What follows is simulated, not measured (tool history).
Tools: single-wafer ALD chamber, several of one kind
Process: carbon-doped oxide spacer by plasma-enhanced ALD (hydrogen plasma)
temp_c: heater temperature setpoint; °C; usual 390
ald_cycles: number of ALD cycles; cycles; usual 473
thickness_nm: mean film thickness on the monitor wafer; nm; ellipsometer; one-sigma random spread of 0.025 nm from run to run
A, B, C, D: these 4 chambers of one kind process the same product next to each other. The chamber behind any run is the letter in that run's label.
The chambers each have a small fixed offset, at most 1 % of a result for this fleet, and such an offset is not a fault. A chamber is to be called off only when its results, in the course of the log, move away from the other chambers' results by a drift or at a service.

run	hour	temp_c	ald_cycles	read-back reference wafer on the same gauge, thickness_nm	thickness_nm
1B	5.6	390	473	23.903	23.527
2D	15	390	473	23.891	23.635
3A	26.4	390	473	23.893	23.765
4C	36.2	390	473	23.884	23.571
5B	46.2	390	473	23.887	23.477
# hour 48.7: chamber B: thermocouple changed; heater temperature recalibrated
6C	56.5	390	473	23.882	23.588
7D	62	390	473	23.876	23.642
8A	73.4	390	473	23.873	23.769
9A	79.7	390	473	23.872	23.756
10B	86.7	390	473	23.871	23.519
11D	94.3	402	473	23.869	23.477
12C	101	402	473	23.866	23.421
13B	111.4	402	473	23.864	23.333
14C	123.2	402	473	23.852	23.417
15A	131.2	390	473	23.849	23.726
16D	138.5	403	517	23.85	25.583
17D	144.7	403	517	23.841	25.607
18B	152.2	403	517	23.843	25.422
19C	157.4	403	517	23.847	25.47
20A	162.9	390	473	23.84	23.726
21B	172.2	390	473	23.837	23.48
22A	179.9	390	473	23.836	23.734
23C	190.3	401	411	23.833	20.395
24D	196.7	401	411	23.823	20.462
25B	206.7	401	411	23.827	20.326
26A	214.4	401	411	23.821	20.508
27D	220.6	390	473	23.818	23.579
28C	229.7	390	473	23.812	23.506
29C	239.8	390	473	23.813	23.514
30D	248.7	390	473	23.805	23.634
31A	255.1	390	473	23.801	23.712
32B	260.6	390	473	23.813	23.488
33D	271.7	390	526	23.805	26.22
34A	277.3	390	526	23.793	26.35

Is one chamber out of step, is the gauge drifting, or do the chambers differ by no more than their own small offsets? For an off chamber, give its letter and the likeliest cause.

Gauge drift. The chambers move together only on paper, and none stands off.
Likeliest cause: gauge reads low (%) = 0.44.
